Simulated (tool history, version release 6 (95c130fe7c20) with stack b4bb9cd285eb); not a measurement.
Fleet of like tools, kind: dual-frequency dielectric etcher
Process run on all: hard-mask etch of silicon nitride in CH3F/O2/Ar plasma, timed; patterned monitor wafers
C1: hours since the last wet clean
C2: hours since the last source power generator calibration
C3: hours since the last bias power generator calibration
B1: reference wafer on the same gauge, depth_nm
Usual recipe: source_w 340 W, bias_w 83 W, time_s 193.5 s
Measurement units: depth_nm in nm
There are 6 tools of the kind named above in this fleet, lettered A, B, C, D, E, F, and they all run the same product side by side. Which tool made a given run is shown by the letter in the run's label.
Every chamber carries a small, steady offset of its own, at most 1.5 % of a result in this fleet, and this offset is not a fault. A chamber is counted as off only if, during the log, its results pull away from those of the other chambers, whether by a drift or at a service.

{"run": "1F", "hour": 5.9, "source_w": 340, "bias_w": 83, "time_s": 193.5, "C1": 149.6, "C2": 476, "C3": 1645.2, "B1": 139, "depth_nm": 132.02}
{"hour": 6.3, "done": "chamber D: wet clean of the chamber"}
{"run": "2D", "hour": 11.2, "source_w": 340, "bias_w": 83, "time_s": 193.5, "C1": 4.9, "C2": 1545.8, "C3": 1051.2, "B1": 139.05, "depth_nm": 133.02}
{"run": "3A", "hour": 15.4, "source_w": 340, "bias_w": 83, "time_s": 193.5, "C1": 73.7, "C2": 309, "C3": 3241.3, "B1": 139.03, "depth_nm": 135.23}
{"run": "4B", "hour": 19.1, "source_w": 340, "bias_w": 83, "time_s": 193.5, "C1": 93, "C2": 989.7, "C3": 1593.4, "B1": 139.07, "depth_nm": 134.69}
{"hour": 23.8, "done": "chamber E: wet clean of the chamber"}
{"run": "5C", "hour": 24.6, "source_w": 340, "bias_w": 83, "time_s": 193.5, "C1": 207.7, "C2": 3720.6, "C3": 3655.2, "B1": 139.1, "depth_nm": 134.19}
{"run": "6E", "hour": 30.6, "source_w": 340, "bias_w": 83, "time_s": 193.5, "C1": 6.9, "C2": 3470.8, "C3": 2985.8, "B1": 139.08, "depth_nm": 133.91}
{"run": "7E", "hour": 34.5, "source_w": 340, "bias_w": 83, "time_s": 193.5, "C1": 10.8, "C2": 3474.7, "C3": 2989.7, "B1": 139.11, "depth_nm": 134.28}
{"run": "8A", "hour": 40.5, "source_w": 340, "bias_w": 83, "time_s": 216.5, "C1": 98.8, "C2": 334.1, "C3": 3266.4, "B1": 139.16, "depth_nm": 151.42}
{"run": "9D", "hour": 44.2, "source_w": 340, "bias_w": 83, "time_s": 216.5, "C1": 37.9, "C2": 1578.8, "C3": 1084.2, "B1": 139.18, "depth_nm": 149.38}
{"run": "10B", "hour": 48.7, "source_w": 340, "bias_w": 83, "time_s": 216.5, "C1": 122.6, "C2": 1019.3, "C3": 1623, "B1": 139.12, "depth_nm": 150.34}
{"run": "11F", "hour": 54.3, "source_w": 340, "bias_w": 83, "time_s": 216.5, "C1": 198, "C2": 524.4, "C3": 1693.6, "B1": 139.21, "depth_nm": 147.43}
{"run": "12C", "hour": 58.1, "source_w": 340, "bias_w": 83, "time_s": 216.5, "C1": 241.2, "C2": 3754.1, "C3": 3688.7, "B1": 139.18, "depth_nm": 149.91}
{"run": "13E", "hour": 62.0, "source_w": 340, "bias_w": 83, "time_s": 216.5, "C1": 38.3, "C2": 3502.2, "C3": 3017.2, "B1": 139.19, "depth_nm": 150.22}
{"run": "14D", "hour": 67.1, "source_w": 340, "bias_w": 83, "time_s": 193.5, "C1": 60.8, "C2": 1601.7, "C3": 1107.1, "B1": 139.25, "depth_nm": 133.27}
{"run": "15F", "hour": 70.5, "source_w": 340, "bias_w": 83, "time_s": 193.5, "C1": 214.2, "C2": 540.6, "C3": 1709.8, "B1": 139.24, "depth_nm": 132.34}
{"run": "16C", "hour": 76.2, "source_w": 340, "bias_w": 83, "time_s": 169.5, "C1": 259.3, "C2": 3772.2, "C3": 3706.8, "B1": 139.29, "depth_nm": 117.55}
{"run": "17B", "hour": 79.7, "source_w": 340, "bias_w": 83, "time_s": 169.5, "C1": 153.6, "C2": 1050.3, "C3": 1654, "B1": 139.25, "depth_nm": 117.89}
{"run": "18A", "hour": 83.2, "source_w": 340, "bias_w": 83, "time_s": 169.5, "C1": 141.5, "C2": 376.8, "C3": 3309.1, "B1": 139.29, "depth_nm": 118.79}
{"run": "19B", "hour": 86.2, "source_w": 340, "bias_w": 83, "time_s": 169.5, "C1": 160.1, "C2": 1056.8, "C3": 1660.5, "B1": 139.3, "depth_nm": 117.9}
{"run": "20E", "hour": 91.2, "source_w": 340, "bias_w": 83, "time_s": 169.5, "C1": 67.5, "C2": 3531.4, "C3": 3046.4, "B1": 139.3, "depth_nm": 117.82}
{"run": "21A", "hour": 97.8, "source_w": 340, "bias_w": 83, "time_s": 169.5, "C1": 156.1, "C2": 391.4, "C3": 3323.7, "B1": 139.3, "depth_nm": 118.87}
{"run": "22F", "hour": 102.9, "source_w": 340, "bias_w": 83, "time_s": 193.5, "C1": 246.6, "C2": 573, "C3": 1742.2, "B1": 139.33, "depth_nm": 132.18}
{"run": "23D", "hour": 107.6, "source_w": 340, "bias_w": 83, "time_s": 193.5, "C1": 101.3, "C2": 1642.2, "C3": 1147.6, "B1": 139.34, "depth_nm": 133.29}
{"run": "24C", "hour": 113.7, "source_w": 340, "bias_w": 83, "time_s": 193.5, "C1": 296.8, "C2": 3809.7, "C3": 3744.3, "B1": 139.39, "depth_nm": 134.28}
{"run": "25C", "hour": 119.1, "source_w": 340, "bias_w": 83, "time_s": 193.5, "C1": 302.2, "C2": 3815.1, "C3": 3749.7, "B1": 139.45, "depth_nm": 134.18}
{"run": "26F", "hour": 124.8, "source_w": 340, "bias_w": 83, "time_s": 229.5, "C1": 268.5, "C2": 594.9, "C3": 1764.1, "B1": 139.47, "depth_nm": 157.19}
{"run": "27D", "hour": 129.1, "source_w": 340, "bias_w": 83, "time_s": 229.5, "C1": 122.8, "C2": 1663.7, "C3": 1169.1, "B1": 139.41, "depth_nm": 158.38}
{"run": "28A", "hour": 134.2, "source_w": 340, "bias_w": 83, "time_s": 229.5, "C1": 192.5, "C2": 427.8, "C3": 3360.1, "B1": 139.41, "depth_nm": 160.94}
{"run": "29E", "hour": 140.7, "source_w": 340, "bias_w": 83, "time_s": 229.5, "C1": 117, "C2": 3580.9, "C3": 3095.9, "B1": 139.49, "depth_nm": 159.45}
{"run": "30B", "hour": 144.0, "source_w": 340, "bias_w": 83, "time_s": 229.5, "C1": 217.9, "C2": 1114.6, "C3": 1718.3, "B1": 139.47, "depth_nm": 159.89}
{"run": "31E", "hour": 148.0, "source_w": 340, "bias_w": 83, "time_s": 229.5, "C1": 124.3, "C2": 3588.2, "C3": 3103.2, "B1": 139.56, "depth_nm": 159.4}
{"run": "32A", "hour": 153.8, "source_w": 340, "bias_w": 83, "time_s": 193.5, "C1": 212.1, "C2": 447.4, "C3": 3379.7, "B1": 139.49, "depth_nm": 135.75}
{"run": "33B", "hour": 159.4, "source_w": 340, "bias_w": 83, "time_s": 247, "C1": 233.3, "C2": 1130, "C3": 1733.7, "B1": 139.51, "depth_nm": 172.2}
{"run": "34C", "hour": 162.7, "source_w": 340, "bias_w": 83, "time_s": 247, "C1": 345.8, "C2": 3858.7, "C3": 3793.3, "B1": 139.56, "depth_nm": 171.58}
{"run": "35F", "hour": 168.2, "source_w": 340, "bias_w": 83, "time_s": 247, "C1": 311.9, "C2": 638.3, "C3": 1807.5, "B1": 139.56, "depth_nm": 169.13}
{"run": "36D", "hour": 173.6, "source_w": 340, "bias_w": 83, "time_s": 247, "C1": 167.3, "C2": 1708.2, "C3": 1213.6, "B1": 139.6, "depth_nm": 170.76}
{"run": "37C", "hour": 180.2, "source_w": 340, "bias_w": 83, "time_s": 247, "C1": 363.3, "C2": 3876.2, "C3": 3810.8, "B1": 139.64, "depth_nm": 171.35}
{"run": "38E", "hour": 185.4, "source_w": 340, "bias_w": 83, "time_s": 247, "C1": 161.7, "C2": 3625.6, "C3": 3140.6, "B1": 139.68, "depth_nm": 171.92}
{"run": "39D", "hour": 190.4, "source_w": 340, "bias_w": 66, "time_s": 193.5, "C1": 184.1, "C2": 1725, "C3": 1230.4, "B1": 139.67, "depth_nm": 123.32}
{"run": "40F", "hour": 196.3, "source_w": 340, "bias_w": 66, "time_s": 193.5, "C1": 340, "C2": 666.4, "C3": 1835.6, "B1": 139.68, "depth_nm": 122.53}
{"run": "41A", "hour": 200.1, "source_w": 340, "bias_w": 66, "time_s": 193.5, "C1": 258.4, "C2": 493.7, "C3": 3426, "B1": 139.7, "depth_nm": 125.18}
{"run": "42B", "hour": 205.6, "source_w": 340, "bias_w": 66, "time_s": 193.5, "C1": 279.5, "C2": 1176.2, "C3": 1779.9, "B1": 139.7, "depth_nm": 124.2}

Decide between three cases: one chamber stands off from its peers, the gauge reading all wafers drifts, or nothing is wrong past each chamber's small offset. Where a chamber is off, say which and what most likely put it there.

None of the chambers is off. What moves is the gauge, dragging all their readings along together.
Cause: gauge reads high (%) = 0.51.

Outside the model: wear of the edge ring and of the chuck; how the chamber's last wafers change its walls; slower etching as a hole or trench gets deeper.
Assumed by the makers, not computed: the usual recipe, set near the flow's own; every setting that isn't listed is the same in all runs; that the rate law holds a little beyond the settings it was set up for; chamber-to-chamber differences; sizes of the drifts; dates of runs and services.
